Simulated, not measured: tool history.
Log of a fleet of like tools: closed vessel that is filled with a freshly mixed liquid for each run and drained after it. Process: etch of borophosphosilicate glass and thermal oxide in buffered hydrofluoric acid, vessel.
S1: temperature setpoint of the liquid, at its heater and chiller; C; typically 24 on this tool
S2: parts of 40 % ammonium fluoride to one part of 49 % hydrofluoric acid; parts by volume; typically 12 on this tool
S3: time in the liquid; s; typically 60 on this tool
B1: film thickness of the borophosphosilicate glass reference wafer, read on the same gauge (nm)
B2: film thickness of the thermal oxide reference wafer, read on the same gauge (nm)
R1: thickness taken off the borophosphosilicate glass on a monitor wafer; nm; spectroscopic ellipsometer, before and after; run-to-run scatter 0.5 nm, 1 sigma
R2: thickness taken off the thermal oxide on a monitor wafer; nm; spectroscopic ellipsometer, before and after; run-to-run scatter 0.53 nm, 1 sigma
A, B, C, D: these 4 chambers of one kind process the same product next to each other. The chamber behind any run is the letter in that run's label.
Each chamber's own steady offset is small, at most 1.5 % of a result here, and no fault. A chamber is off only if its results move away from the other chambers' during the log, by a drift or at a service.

run,hour,S1,S2,S3,B1,B2,R1,R2
1D,5.4,24,12,60,119.98,39.997,62.738,56.159
2C,11,24,12,60,120.02,40.006,62.122,56.909
3A,15.7,24,12,60,119.95,39.982,62.857,56.106
4B,25.1,24,12,60,119.97,39.99,62.557,56.177
5D,29.3,24,12,60,119.98,39.997,63.391,55.679
6A,35.7,24,12,60,120.02,39.959,62.549,56.502
7B,43.2,24,12,60,119.98,39.968,62.38,56.999
8C,52.1,24,12,60,120.01,39.99,63.292,56.574
# hour 56.1: chamber A: thermometer replaced
9D,60.7,24,12,60,120,40.006,62.618,55.564
10C,68.4,24,12,60,119.99,40.007,61.169,57.334
11A,73.8,24,12,60,119.96,40.01,63.414,56.217
12B,80.9,24,12,60,119.99,39.998,62.518,56.567
13D,90.1,24,10,60,120.01,40.006,75.032,67.132
14C,99,24,10,60,120.04,39.998,73.423,66.351
15B,105.1,24,10,60,119.99,40.031,74.344,66.902
16A,114.2,24,10,60,119.99,39.997,76.223,67.334
17D,119.9,24,12,60,120.02,39.972,63.369,55.546
18C,126.4,24,12,60,119.99,40.004,60.886,55.247
19B,135.8,24,12,60,119.97,40.003,61.976,56.132
20A,143.7,24,12,60,119.98,40.012,64.393,57.81
21C,148.9,24,12,60,120,39.988,60.174,54.871
22D,156.3,24,12,60,120.02,40.018,63.129,55.913
23B,161.8,24,12,60,120.01,39.983,62.503,55.456
24A,170.3,24,12,60,120.03,39.995,63.271,57.186
25D,179.2,24,12,60,120,40.007,62.158,55.575
26C,183.4,24,12,60,120,39.988,58.785,53.555
27B,191.2,20,12,60,120.04,39.975,49.51,45.605
28A,199.8,20,12,60,120.06,39.993,50.8,45.517
29D,205.5,20,12,60,119.97,40.014,50.735,45.246
30A,211.8,20,12,60,120,40,50.636,46.119
31B,219.5,24,12,60,120.02,39.996,62.503,55.726
32C,225.7,24,12,60,120.02,39.99,58.234,52.622

The same settings go to every chamber for the next run, one line per chamber below. Forecast the results for each:
33A,232.4,24,12,60,,,?,?
33B,232.4,24,12,60,,,?,?
33C,232.4,24,12,60,,,?,?
33D,232.4,24,12,60,,,?,?

run,R1,R2
33A,63.437,56.134
33B,62.051,56.275
33C,58.186,52.817
33D,62.324,56.175
